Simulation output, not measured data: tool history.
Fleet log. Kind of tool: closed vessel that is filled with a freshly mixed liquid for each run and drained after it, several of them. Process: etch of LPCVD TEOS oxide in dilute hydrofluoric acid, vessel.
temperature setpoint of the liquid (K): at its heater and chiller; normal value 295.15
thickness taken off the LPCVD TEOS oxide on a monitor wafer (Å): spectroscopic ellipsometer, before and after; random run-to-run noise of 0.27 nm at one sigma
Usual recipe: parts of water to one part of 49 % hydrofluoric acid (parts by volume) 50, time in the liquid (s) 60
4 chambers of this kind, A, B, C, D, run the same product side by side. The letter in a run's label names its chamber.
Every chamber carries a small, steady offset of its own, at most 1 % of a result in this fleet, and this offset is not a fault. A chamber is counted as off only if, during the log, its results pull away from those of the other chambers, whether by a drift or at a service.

run	hour	temperature setpoint of the liquid (K)	parts of water to one part of 49 % hydrofluoric acid (parts by volume)	time in the liquid (s)	read-back film thickness of the LPCVD TEOS oxide reference wafer, read on the same gauge (nm)	thickness taken off the LPCVD TEOS oxide on a monitor wafer (Å)
1B	10.8	295.15	50	60	150.00	384.10
2C	23.6	295.15	50	60	150.00	378.91
3D	33.5	295.15	50	60	150.01	382.42
4A	42.0	295.15	50	60	150.01	384.36
5C	51.6	295.15	50	60	150.02	384.42
6B	62.5	295.15	50	60	150.00	377.44
7A	72.7	295.15	50	60	150.01	387.21
8D	84.3	295.15	50	60	150.00	378.19
9B	96.9	295.15	50	60	150.02	386.81
10A	103.4	295.15	50	60	150.01	381.94
11D	111.3	295.15	50	60	150.03	374.32
12C	120.6	295.15	50	60	150.01	377.26
13A	130.1	295.15	50	60	150.00	386.29
14D	138.3	295.15	50	60	150.03	380.46
15B	147.9	295.15	50	60	150.02	384.93
16C	157.3	295.15	50	60	149.98	381.03
17B	166.7	295.15	50	60	150.00	385.41
18D	175.9	295.15	50	60	150.00	377.39
19A	182.1	295.15	50	60	149.98	385.34
20C	189.2	295.15	50	60	150.00	377.81
21D	196.5	295.15	65	60	150.02	285.33
22B	207.9	295.15	65	60	150.01	293.53
23A	217.9	295.15	65	60	149.99	290.87
24C	230.1	295.15	65	60	150.00	284.95
25B	238.5	295.15	25	60	149.98	790.73
26A	250.8	295.15	25	60	150.01	783.89
27D	260.5	295.15	25	60	149.98	787.66
28C	269.4	295.15	25	60	150.02	774.05
29D	278.1	295.15	70	60	150.01	265.70
30B	290.3	295.15	70	60	150.03	274.68
31A	296.3	295.15	70	60	150.01	269.37
32C	303.9	295.15	70	60	150.00	266.13
33B	311.8	295.15	50	60	150.01	397.32
34C	323.3	295.15	50	60	150.02	376.88

Predict what each chamber gives when all 4 of them run the settings below next.
35A	332.5	295.15	70	60		?
35B	332.5	295.15	70	60		?
35C	332.5	295.15	70	60		?
35D	332.5	295.15	70	60		?

run	thickness taken off the LPCVD TEOS oxide on a monitor wafer (Å)
35A	269.11
35B	274.39
35C	263.09
35D	261.36

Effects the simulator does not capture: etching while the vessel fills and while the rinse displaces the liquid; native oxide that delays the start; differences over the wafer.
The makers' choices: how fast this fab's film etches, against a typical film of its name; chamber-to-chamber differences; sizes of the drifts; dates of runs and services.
